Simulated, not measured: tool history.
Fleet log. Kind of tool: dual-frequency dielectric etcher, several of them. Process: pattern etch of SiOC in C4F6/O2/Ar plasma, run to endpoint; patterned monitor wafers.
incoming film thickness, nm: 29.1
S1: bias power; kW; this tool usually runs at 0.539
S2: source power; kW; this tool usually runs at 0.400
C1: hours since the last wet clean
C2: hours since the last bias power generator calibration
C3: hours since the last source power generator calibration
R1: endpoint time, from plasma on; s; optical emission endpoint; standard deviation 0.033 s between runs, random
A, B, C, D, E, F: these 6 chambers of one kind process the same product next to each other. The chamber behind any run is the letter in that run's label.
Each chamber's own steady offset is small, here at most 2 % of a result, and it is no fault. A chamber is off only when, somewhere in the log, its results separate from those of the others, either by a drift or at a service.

run	hour	S1	S2	C1	C2	C3	R1
1A	6.1	0.539	0.400	127.0	623.3	1070.2	9.4954
2C	12.6	0.539	0.400	90.9	2511.2	177.2	9.5276
3F	21.7	0.539	0.400	89.9	239.6	1012.2	9.6031
4E	30.8	0.539	0.400	32.5	1058.0	1586.4	9.4078
# hour 34.2: chamber C: bias power generator calibrated
5D	43.6	0.539	0.400	647.0	746.1	2407.3	9.4308
6B	55.9	0.447	0.400	574.1	678.3	267.3	10.3160
7C	68.3	0.447	0.400	146.6	34.1	232.9	10.2730
8F	77.1	0.447	0.400	145.3	295.0	1067.6	10.2830
9A	84.3	0.447	0.400	205.2	701.5	1148.4	10.2400
10B	93.2	0.447	0.400	611.4	715.6	304.6	10.3020
11D	100.8	0.447	0.400	704.2	803.3	2464.5	10.2170
12E	108.3	0.539	0.400	110.0	1135.5	1663.9	9.3616
13A	114.4	0.539	0.400	235.3	731.6	1178.5	9.5385
# hour 123.4: chamber D: wet clean of the chamber
14E	124.7	0.539	0.400	126.4	1151.9	1680.3	9.3882
15B	133.2	0.539	0.400	651.4	755.6	344.6	9.6241
16D	144.8	0.539	0.400	21.5	847.3	2508.5	9.5207
17C	154.2	0.539	0.400	232.5	120.0	318.8	9.5457
# hour 155.4: chamber B: wet clean of the chamber
18F	165.7	0.430	0.490	233.9	383.6	1156.2	9.6698
19A	174.0	0.430	0.490	294.9	791.2	1238.1	9.6391
20D	183.3	0.430	0.490	60.0	885.8	2547.0	9.5799
21C	190.7	0.430	0.490	269.0	156.5	355.3	9.6716
22E	202.7	0.430	0.490	204.4	1229.9	1758.3	9.4342
23F	210.9	0.430	0.490	279.1	428.8	1201.4	9.6741
24B	220.3	0.539	0.400	65.0	842.7	431.7	9.5410
# hour 227.6: chamber A: wet clean of the chamber
25D	228.1	0.539	0.400	104.8	930.6	2591.8	9.4896
26A	237.9	0.539	0.400	10.4	855.1	1302.0	9.4932
# hour 238.8: chamber C: wet clean of the chamber
27B	244.0	0.539	0.400	88.7	866.4	455.4	9.6088
28E	256.4	0.539	0.400	258.1	1283.6	1812.0	9.3342
29C	268.4	0.539	0.400	29.6	234.2	433.0	9.9898
30F	276.5	0.539	0.400	344.7	494.4	1267.0	9.6315
31B	283.6	0.539	0.400	128.3	906.0	495.0	9.6187
32F	296.3	0.539	0.400	364.5	514.2	1286.8	9.6274
33A	307.6	0.539	0.400	80.1	924.8	1371.7	9.5211
34C	321.1	0.539	0.400	82.3	286.9	485.7	9.9528
35D	334.8	0.539	0.400	211.5	1037.3	2698.5	9.4471
36E	341.5	0.539	0.400	343.2	1368.7	1897.1	9.3593
37F	351.0	0.539	0.400	419.2	568.9	1341.5	9.5777
38E	363.8	0.539	0.400	365.5	1391.0	1919.4	9.3549
39A	373.3	0.539	0.400	145.8	990.5	1437.4	9.4553
40C	383.7	0.539	0.400	144.9	349.5	548.3	9.9719
41B	394.4	0.539	0.400	239.1	1016.8	605.8	9.5467

All chambers now run identical settings, listed one chamber a line with results as question marks. What results will each chamber show?
42A	404.2	0.539	0.340				?
42B	404.2	0.539	0.340				?
42C	404.2	0.539	0.340				?
42D	404.2	0.539	0.340				?
42E	404.2	0.539	0.340				?
42F	404.2	0.539	0.340				?

run	R1
42A	10.0960
42B	10.2180
42C	10.6330
42D	10.0110
42E	9.8957
42F	10.1990

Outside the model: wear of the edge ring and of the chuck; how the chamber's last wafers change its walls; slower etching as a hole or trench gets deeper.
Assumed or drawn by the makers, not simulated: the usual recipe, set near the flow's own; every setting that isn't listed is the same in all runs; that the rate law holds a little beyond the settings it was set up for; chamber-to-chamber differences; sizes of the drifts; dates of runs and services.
